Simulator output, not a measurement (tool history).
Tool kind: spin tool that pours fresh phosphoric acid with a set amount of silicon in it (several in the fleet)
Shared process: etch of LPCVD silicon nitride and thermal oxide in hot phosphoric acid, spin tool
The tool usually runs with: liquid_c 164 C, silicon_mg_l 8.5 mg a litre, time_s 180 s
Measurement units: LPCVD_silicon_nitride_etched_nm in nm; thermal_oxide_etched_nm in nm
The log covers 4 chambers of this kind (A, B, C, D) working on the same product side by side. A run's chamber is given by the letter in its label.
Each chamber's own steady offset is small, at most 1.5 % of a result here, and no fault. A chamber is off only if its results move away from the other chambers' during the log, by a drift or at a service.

run,hour,liquid_c,silicon_mg_l,time_s,"read-back film thickness of the LPCVD silicon nitride reference wafer, read on the same gauge (nm)","read-back film thickness of the thermal oxide reference wafer, read on the same gauge (nm)",LPCVD_silicon_nitride_etched_nm,thermal_oxide_etched_nm
1C,4.9,164,8.5,180,149.97,69.987,16.97,0.61704
2A,9.4,164,8.5,180,149.97,69.999,16.881,0.6155
3D,18,164,8.5,180,150,69.996,17.242,0.58559
4B,24.1,164,8.5,180,149.98,69.995,16.694,0.62505
5D,28.9,164,8.5,180,150.02,69.982,16.969,0.61109
6A,34.1,164,8.5,180,149.96,70.006,16.758,0.58674
7C,40.8,164,8.5,180,150.01,69.978,17.124,0.6076
8B,47.8,164,8.5,180,149.97,70.009,17.161,0.66284
9A,57.2,164,8.5,180,150,70,16.92,0.60919
10C,62.8,164,8.5,180,149.95,70.022,16.871,0.626
11B,70.5,164,8.5,180,150,70.014,16.742,0.58268
12D,76.2,164,8.5,180,150.01,70.026,16.634,0.60016
13D,84.4,164,8.5,180,150.02,69.997,17.074,0.55115
14A,92,164,8.5,180,150.02,69.978,16.846,0.59061
15B,101.7,164,8.5,245,149.97,69.994,23.111,0.81985
16C,108,164,8.5,245,150.04,69.998,22.812,0.78027
17A,114.8,164,8.5,245,150,69.998,22.633,0.80509
18D,123.6,164,8.5,245,149.98,70.023,23.104,0.80829
19C,131.8,162,14,180,150.01,70.014,15.673,0.46434
20B,140.7,162,14,180,150.01,69.977,15.895,0.45336
21D,147.9,162,14,180,150,70.002,16.116,0.45305
22A,155.2,162,14,180,150.02,70.01,15.92,0.45214
23C,160.3,164,8.5,180,150.03,70.028,16.839,0.62406
24B,166.1,165.5,4,180,150.04,69.996,17.846,0.74035
25B,175.9,165.5,4,180,150.01,70.009,18.168,0.70584
26C,184,165.5,4,180,149.99,69.992,17.535,0.7123
27D,193.7,165.5,4,180,149.98,69.98,17.846,0.75112
28A,198.5,164,8.5,180,149.96,70.007,16.916,0.58041
29D,205.8,164,8.5,180,150,70.01,17.09,0.58447
30C,211.3,164,8.5,180,150,70,16.843,0.59322
31A,216.9,164,8.5,180,150.01,70.002,16.972,0.61483
# hour 219.1: chamber C: dissolved silicon flow meter replaced
32B,223.1,165.5,8.5,130,150.04,69.997,12.814,0.48274
33D,233.5,165.5,8.5,130,149.99,69.976,12.898,0.4573
# hour 239.9: chamber A: dissolved silicon flow meter replaced
34B,243.6,165.5,8.5,130,149.97,70.03,12.866,0.46789
35A,249.3,165.5,8.5,130,150.06,69.989,12.72,0.51247
36C,259.7,164,8.5,180,150.02,70.014,16.983,0.62085
37C,266.5,164,8.5,180,150.01,69.99,16.777,0.61367
38B,271.7,164,8.5,180,150.02,69.988,16.959,0.62667
39D,277.9,164,8.5,180,149.97,70.006,16.667,0.54726
40A,285.1,164,8.5,180,149.99,69.983,16.985,0.61441

Next, all 4 chambers run the settings below, one line each with question marks for the results. What does each chamber give?
41A,292.6,164,8.5,135,,,?,?
41B,292.6,164,8.5,135,,,?,?
41C,292.6,164,8.5,135,,,?,?
41D,292.6,164,8.5,135,,,?,?

run,LPCVD_silicon_nitride_etched_nm,thermal_oxide_etched_nm
41A,12.639,0.4179
41B,12.533,0.43838
41C,12.792,0.44859
41D,12.694,0.42857
